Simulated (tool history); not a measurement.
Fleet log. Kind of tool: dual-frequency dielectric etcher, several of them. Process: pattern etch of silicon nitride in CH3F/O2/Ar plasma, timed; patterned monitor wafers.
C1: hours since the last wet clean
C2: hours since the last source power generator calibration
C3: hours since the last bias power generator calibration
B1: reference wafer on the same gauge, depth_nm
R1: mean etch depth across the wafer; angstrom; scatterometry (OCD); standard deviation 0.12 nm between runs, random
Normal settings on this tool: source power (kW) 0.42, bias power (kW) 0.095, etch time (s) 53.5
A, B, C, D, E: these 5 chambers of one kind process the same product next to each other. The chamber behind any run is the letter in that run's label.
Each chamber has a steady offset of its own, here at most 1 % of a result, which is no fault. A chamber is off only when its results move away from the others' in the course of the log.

run 1D hour=4.8 | source_power_(kW)=0.42 bias_power_(kW)=0.095 etch_time_(s)=53.5 | C1=213.9 C2=83 C3=417.8 | B1=50.402 | R1=415.75
run 2B hour=8.9 | source_power_(kW)=0.42 bias_power_(kW)=0.095 etch_time_(s)=53.5 | C1=234.4 C2=1174.4 C3=1829.4 | B1=50.432 | R1=416.36
run 3E hour=12.7 | source_power_(kW)=0.42 bias_power_(kW)=0.095 etch_time_(s)=53.5 | C1=244.3 C2=778.8 C3=1509.9 | B1=50.397 | R1=420.95
run 4A hour=16.5 | source_power_(kW)=0.42 bias_power_(kW)=0.095 etch_time_(s)=53.5 | C1=193.5 C2=56.8 C3=106.2 | B1=50.394 | R1=420.23
run 5C hour=19 | source_power_(kW)=0.42 bias_power_(kW)=0.095 etch_time_(s)=53.5 | C1=248.6 C2=57.8 C3=1524.6 | B1=50.371 | R1=420.93
run 6B hour=22.1 | source_power_(kW)=0.42 bias_power_(kW)=0.095 etch_time_(s)=53.5 | C1=247.6 C2=1187.6 C3=1842.6 | B1=50.34 | R1=420.11
run 7C hour=25.7 | source_power_(kW)=0.42 bias_power_(kW)=0.095 etch_time_(s)=53.5 | C1=255.3 C2=64.5 C3=1531.3 | B1=50.452 | R1=419.93
run 8E hour=31 | source_power_(kW)=0.42 bias_power_(kW)=0.095 etch_time_(s)=53.5 | C1=262.6 C2=797.1 C3=1528.2 | B1=50.406 | R1=420.42
run 9A hour=33.7 | source_power_(kW)=0.42 bias_power_(kW)=0.095 etch_time_(s)=53.5 | C1=210.7 C2=74 C3=123.4 | B1=50.341 | R1=420.14
run 10D hour=37.6 | source_power_(kW)=0.5 bias_power_(kW)=0.095 etch_time_(s)=53.5 | C1=246.7 C2=115.8 C3=450.6 | B1=50.378 | R1=444.49
run 11E hour=40.7 | source_power_(kW)=0.5 bias_power_(kW)=0.095 etch_time_(s)=53.5 | C1=272.3 C2=806.8 C3=1537.9 | B1=50.438 | R1=448.71
run 12C hour=44.7 | source_power_(kW)=0.5 bias_power_(kW)=0.095 etch_time_(s)=53.5 | C1=274.3 C2=83.5 C3=1550.3 | B1=50.424 | R1=449.61
run 13D hour=47.7 | source_power_(kW)=0.5 bias_power_(kW)=0.095 etch_time_(s)=53.5 | C1=256.8 C2=125.9 C3=460.7 | B1=50.408 | R1=445.18
run 14B hour=51.2 | source_power_(kW)=0.5 bias_power_(kW)=0.095 etch_time_(s)=53.5 | C1=276.7 C2=1216.7 C3=1871.7 | B1=50.446 | R1=446.57
run 15A hour=55.4 | source_power_(kW)=0.42 bias_power_(kW)=0.095 etch_time_(s)=53.5 | C1=232.4 C2=95.7 C3=145.1 | B1=50.387 | R1=420.76
run 16E hour=59.6 | source_power_(kW)=0.42 bias_power_(kW)=0.095 etch_time_(s)=53.5 | C1=291.2 C2=825.7 C3=1556.8 | B1=50.397 | R1=423.42
run 17B hour=62.6 | source_power_(kW)=0.42 bias_power_(kW)=0.095 etch_time_(s)=53.5 | C1=288.1 C2=1228.1 C3=1883.1 | B1=50.417 | R1=421.4
run 18A hour=66.1 | source_power_(kW)=0.42 bias_power_(kW)=0.095 etch_time_(s)=53.5 | C1=243.1 C2=106.4 C3=155.8 | B1=50.364 | R1=418.84
run 19C hour=69 | source_power_(kW)=0.42 bias_power_(kW)=0.095 etch_time_(s)=53.5 | C1=298.6 C2=107.8 C3=1574.6 | B1=50.365 | R1=418.91
-- hour=69.6 chamber C: bias power generator calibrated
run 20D hour=72.6 | source_power_(kW)=0.42 bias_power_(kW)=0.095 etch_time_(s)=53.5 | C1=281.7 C2=150.8 C3=485.6 | B1=50.402 | R1=416.43
run 21E hour=76.4 | source_power_(kW)=0.42 bias_power_(kW)=0.095 etch_time_(s)=53.5 | C1=308 C2=842.5 C3=1573.6 | B1=50.396 | R1=421.59
run 22D hour=78.8 | source_power_(kW)=0.42 bias_power_(kW)=0.095 etch_time_(s)=53.5 | C1=287.9 C2=157 C3=491.8 | B1=50.386 | R1=415.5
run 23A hour=83.6 | source_power_(kW)=0.42 bias_power_(kW)=0.095 etch_time_(s)=53.5 | C1=260.6 C2=123.9 C3=173.3 | B1=50.404 | R1=420.37
run 24C hour=86.8 | source_power_(kW)=0.42 bias_power_(kW)=0.095 etch_time_(s)=53.5 | C1=316.4 C2=125.6 C3=17.2 | B1=50.395 | R1=419.79
run 25B hour=89.3 | source_power_(kW)=0.42 bias_power_(kW)=0.095 etch_time_(s)=53.5 | C1=314.8 C2=1254.8 C3=1909.8 | B1=50.374 | R1=418.91
-- hour=90.6 chamber C: wet clean of the chamber
run 26C hour=94 | source_power_(kW)=0.42 bias_power_(kW)=0.095 etch_time_(s)=53.5 | C1=3.4 C2=132.8 C3=24.4 | B1=50.42 | R1=420
run 27B hour=98.6 | source_power_(kW)=0.42 bias_power_(kW)=0.095 etch_time_(s)=53.5 | C1=324.1 C2=1264.1 C3=1919.1 | B1=50.405 | R1=416.28
run 28A hour=103 | source_power_(kW)=0.42 bias_power_(kW)=0.095 etch_time_(s)=53.5 | C1=280 C2=143.3 C3=192.7 | B1=50.39 | R1=418.59
run 29D hour=105.9 | source_power_(kW)=0.42 bias_power_(kW)=0.095 etch_time_(s)=53.5 | C1=315 C2=184.1 C3=518.9 | B1=50.421 | R1=416.57
run 30E hour=109.8 | source_power_(kW)=0.42 bias_power_(kW)=0.095 etch_time_(s)=53.5 | C1=341.4 C2=875.9 C3=1607 | B1=50.429 | R1=421.1
run 31D hour=114.6 | source_power_(kW)=0.42 bias_power_(kW)=0.116 etch_time_(s)=48.5 | C1=323.7 C2=192.8 C3=527.6 | B1=50.405 | R1=406.93
run 32B hour=118.5 | source_power_(kW)=0.42 bias_power_(kW)=0.116 etch_time_(s)=48.5 | C1=344 C2=1284 C3=1939 | B1=50.421 | R1=407.58
run 33A hour=123.7 | source_power_(kW)=0.42 bias_power_(kW)=0.116 etch_time_(s)=48.5 | C1=300.7 C2=164 C3=213.4 | B1=50.408 | R1=409.62
run 34E hour=126.7 | source_power_(kW)=0.42 bias_power_(kW)=0.116 etch_time_(s)=48.5 | C1=358.3 C2=892.8 C3=1623.9 | B1=50.392 | R1=410.31
run 35C hour=130.9 | source_power_(kW)=0.42 bias_power_(kW)=0.116 etch_time_(s)=48.5 | C1=40.3 C2=169.7 C3=61.3 | B1=50.429 | R1=409.38
run 36E hour=133.5 | source_power_(kW)=0.42 bias_power_(kW)=0.095 etch_time_(s)=53.5 | C1=365.1 C2=899.6 C3=1630.7 | B1=50.408 | R1=422.08
run 37D hour=137.9 | source_power_(kW)=0.42 bias_power_(kW)=0.095 etch_time_(s)=64 | C1=347 C2=216.1 C3=550.9 | B1=50.371 | R1=497.65
run 38A hour=141 | source_power_(kW)=0.42 bias_power_(kW)=0.095 etch_time_(s)=64 | C1=318 C2=181.3 C3=230.7 | B1=50.389 | R1=503.51
run 39C hour=144.1 | source_power_(kW)=0.42 bias_power_(kW)=0.095 etch_time_(s)=64 | C1=53.5 C2=182.9 C3=74.5 | B1=50.447 | R1=503.8

Is one chamber off against the others, does the gauge drift, or is nothing wrong? If a chamber is off, say which, and what the likeliest cause is.

All chambers stay in line apart from their small fixed offsets, and the gauge does not drift.
